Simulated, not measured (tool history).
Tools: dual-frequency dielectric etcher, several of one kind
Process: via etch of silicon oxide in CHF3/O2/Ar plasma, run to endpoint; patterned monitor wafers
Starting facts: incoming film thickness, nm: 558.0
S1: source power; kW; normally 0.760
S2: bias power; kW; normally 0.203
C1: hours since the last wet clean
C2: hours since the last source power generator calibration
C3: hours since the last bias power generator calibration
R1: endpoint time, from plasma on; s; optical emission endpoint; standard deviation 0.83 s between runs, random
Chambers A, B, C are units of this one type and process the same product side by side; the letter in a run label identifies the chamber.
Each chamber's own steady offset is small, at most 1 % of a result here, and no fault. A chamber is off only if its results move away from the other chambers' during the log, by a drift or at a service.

run	hour	S1	S2	C1	C2	C3	R1
1C	11.8	0.760	0.203	197.7	826.3	2249.4	248.69
2A	24.2	0.760	0.203	208.6	3312.4	1463.9	244.93
3B	39.1	0.760	0.203	179.3	2694.2	1658.9	245.17
4B	55.0	0.760	0.203	195.2	2710.1	1674.8	247.29
5A	63.5	0.760	0.203	247.9	3351.7	1503.2	248.29
6C	77.4	0.760	0.203	263.3	891.9	2315.0	248.88
7B	89.1	0.760	0.203	229.3	2744.2	1708.9	247.22
8A	100.5	0.760	0.203	284.9	3388.7	1540.2	246.64
9C	111.1	0.930	0.203	297.0	925.6	2348.7	230.97
10A	125.6	0.930	0.203	310.0	3413.8	1565.3	228.30
11B	137.0	0.930	0.203	277.2	2792.1	1756.8	229.29
12C	148.1	0.760	0.203	334.0	962.6	2385.7	247.38
13A	161.7	0.640	0.250	346.1	3449.9	1601.4	246.13
14B	174.0	0.640	0.250	314.2	2829.1	1793.8	245.28
15C	184.2	0.640	0.250	370.1	998.7	2421.8	243.36
16A	193.2	0.760	0.203	377.6	3481.4	1632.9	245.65
# hour 197.8: chamber A: source power generator calibrated
17C	201.1	0.760	0.203	387.0	1015.6	2438.7	245.00
# hour 208.1: chamber B: wet clean of the chamber
18B	210.0	0.760	0.203	2.0	2865.1	1829.8	246.56
19A	218.1	0.760	0.203	402.5	20.3	1657.8	245.29
20C	230.0	0.760	0.203	415.9	1044.5	2467.6	244.87
21B	239.5	0.760	0.203	31.5	2894.6	1859.3	245.83
22B	248.9	0.760	0.203	40.9	2904.0	1868.7	246.68
23C	264.1	0.760	0.203	450.0	1078.6	2501.7	245.06
24A	271.3	0.760	0.203	455.7	73.5	1711.0	246.96
# hour 280.0: chamber A: wet clean of the chamber
25C	286.1	0.760	0.203	472.0	1100.6	2523.7	241.24
26B	301.0	0.760	0.203	93.0	2956.1	1920.8	246.51
27A	312.8	0.760	0.184	32.8	115.0	1752.5	256.01
28B	324.7	0.760	0.184	116.7	2979.8	1944.5	253.96
29C	337.1	0.760	0.184	523.0	1151.6	2574.7	248.90
30A	351.4	0.760	0.203	71.4	153.6	1791.1	245.49
31B	363.5	0.760	0.203	155.5	3018.6	1983.3	246.31
32A	374.0	0.760	0.203	94.0	176.2	1813.7	245.77
33C	383.6	0.760	0.203	569.5	1198.1	2621.2	239.86

Does one chamber stand apart from the rest, does the shared gauge drift, or is all well apart from small per-chamber offsets? Give the chamber and the most likely cause, where there is one.

One chamber, C, drifts off from the rest bit by bit.
What lies behind it: etch rate over this chamber's usual, % = 4.3.

Chamber C could run next with any of the 4 candidate recipes listed below; each alters the usual settings, and their results appear as question marks. Which one brings its results back in line with what the other chambers deliver on the usual settings?
In line here means within this much of the mean the other chambers give on the usual settings: R1 2.90 s
34C-1	394.9	0.760	0.170				?
34C-2	394.9	0.830	0.219				?
34C-3	394.9	0.720	0.194				?
34C-4	394.9	0.760	0.223				?

Other chambers, usual settings, mean: R1 246.83 s
run	R1
34C-1	253.34
34C-2	225.08
34C-3	247.48
34C-4	231.22
34C-3 brings the chamber back in line.
